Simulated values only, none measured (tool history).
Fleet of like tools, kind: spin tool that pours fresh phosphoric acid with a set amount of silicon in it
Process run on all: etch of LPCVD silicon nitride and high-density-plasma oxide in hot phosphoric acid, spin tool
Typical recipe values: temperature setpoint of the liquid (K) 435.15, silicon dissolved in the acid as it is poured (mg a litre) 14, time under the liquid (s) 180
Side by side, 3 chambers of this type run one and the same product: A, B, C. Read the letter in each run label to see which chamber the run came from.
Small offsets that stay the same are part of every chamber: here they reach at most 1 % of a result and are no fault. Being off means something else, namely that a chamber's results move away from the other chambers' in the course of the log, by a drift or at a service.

run   hour  temperature setpoint of the liquid (K)  silicon dissolved in the acid as it is poured (mg a litre)  time under the liquid (s)  read-back film thickness of the LPCVD silicon nitride reference wafer, read on the same gauge (nm)  read-back film thickness of the high-density-plasma oxide reference wafer, read on the same gauge (nm)  thickness taken off the LPCVD silicon nitride on a monitor wafer (Å)  thickness taken off the high-density-plasma oxide on a monitor wafer (Å)
 1C    5.2                                  435.15                                                          14                        180                                                                                              99.985                                                                                                  130.02                                                                 189.2                                                                    10.111
 2B   10.4                                  435.15                                                          14                        180                                                                                              100.02                                                                                                  130.06                                                                 189.3                                                                    10.653
 3A   16.3                                  435.15                                                          14                        180                                                                                              100.02                                                                                                     130                                                                189.31                                                                     10.92
 4A   22.8                                  435.15                                                          14                        180                                                                                              99.999                                                                                                  129.95                                                                189.93                                                                     10.25
 5B   26.3                                  435.15                                                          14                        180                                                                                              100.01                                                                                                     130                                                                187.28                                                                    10.508
 6C   29.7                                  435.15                                                          14                        180                                                                                                 100                                                                                                  129.99                                                                190.46                                                                    10.667
 7C   36.4                                  435.15                                                          14                        180                                                                                              99.987                                                                                                     130                                                                189.97                                                                    10.467
 8A   43.5                                  435.15                                                          14                        180                                                                                              99.997                                                                                                  129.98                                                                188.67                                                                    10.713
 9B   49.2                                  435.15                                                          14                        180                                                                                              100.02                                                                                                  130.01                                                                188.67                                                                    10.464
10C   53.1                                  435.15                                                          14                        180                                                                                              99.975                                                                                                  129.92                                                                190.89                                                                    10.292
11A   59.8                                  435.15                                                          14                        180                                                                                              100.02                                                                                                     130                                                                191.15                                                                    10.371
12B   63.7                                  435.15                                                          14                        180                                                                                              99.978                                                                                                  129.99                                                                188.94                                                                    10.319
13B   67.2                                  435.15                                                          14                        180                                                                                              99.985                                                                                                  130.02                                                                190.67                                                                    10.385
14A   71.6                                  435.15                                                          14                        180                                                                                              99.999                                                                                                  129.98                                                                189.29                                                                    10.202
15C   77.1                                  435.15                                                         9.5                        180                                                                                              100.02                                                                                                  130.05                                                                192.19                                                                    11.405
16C   84.7                                  435.15                                                         9.5                        180                                                                                              99.987                                                                                                     130                                                                192.99                                                                    12.148
17B   88.4                                  435.15                                                         9.5                        180                                                                                              99.983                                                                                                  129.98                                                                188.14                                                                    11.907
18A   92.8                                  435.15                                                          14                        180                                                                                              99.982                                                                                                  129.97                                                                191.78                                                                    10.477
19A   97.7                                  435.15                                                          19                         90                                                                                              100.02                                                                                                  130.02                                                                  95.2                                                                    4.5527
20B  102.9                                  435.15                                                          19                         90                                                                                              99.992                                                                                                  129.95                                                                93.671                                                                    4.4108
21C  108.5                                  435.15                                                          19                         90                                                                                              100.01                                                                                                  130.02                                                                97.492                                                                    5.0671
22C  113.5                                  435.15                                                          14                        180                                                                                              99.997                                                                                                  130.02                                                                 194.3                                                                    10.905
23B  119.6                                  435.15                                                          14                        180                                                                                              100.03                                                                                                     130                                                                188.82                                                                    10.261
24A  123.9                                  435.15                                                          14                        180                                                                                              99.994                                                                                                     130                                                                190.46                                                                     9.991
25A  130.6                                  435.15                                                          14                        180                                                                                              100.01                                                                                                  130.02                                                                189.26                                                                    10.349

All 3 chambers run these settings next. Forecast each chamber's results:
26A  136.1                                  435.15                                                           7                        180                                                                                                                                                                                                                                                                                 ?                                                                         ?
26B  136.1                                  435.15                                                           7                        180                                                                                                                                                                                                                                                                                 ?                                                                         ?
26C  136.1                                  435.15                                                           7                        180                                                                                                                                                                                                                                                                                 ?                                                                         ?

run  thickness taken off the LPCVD silicon nitride on a monitor wafer (Å)  thickness taken off the high-density-plasma oxide on a monitor wafer (Å)
26A                                                                189.52                                                                    11.836
26B                                                                190.07                                                                     12.56
26C                                                                 198.6                                                                     13.83

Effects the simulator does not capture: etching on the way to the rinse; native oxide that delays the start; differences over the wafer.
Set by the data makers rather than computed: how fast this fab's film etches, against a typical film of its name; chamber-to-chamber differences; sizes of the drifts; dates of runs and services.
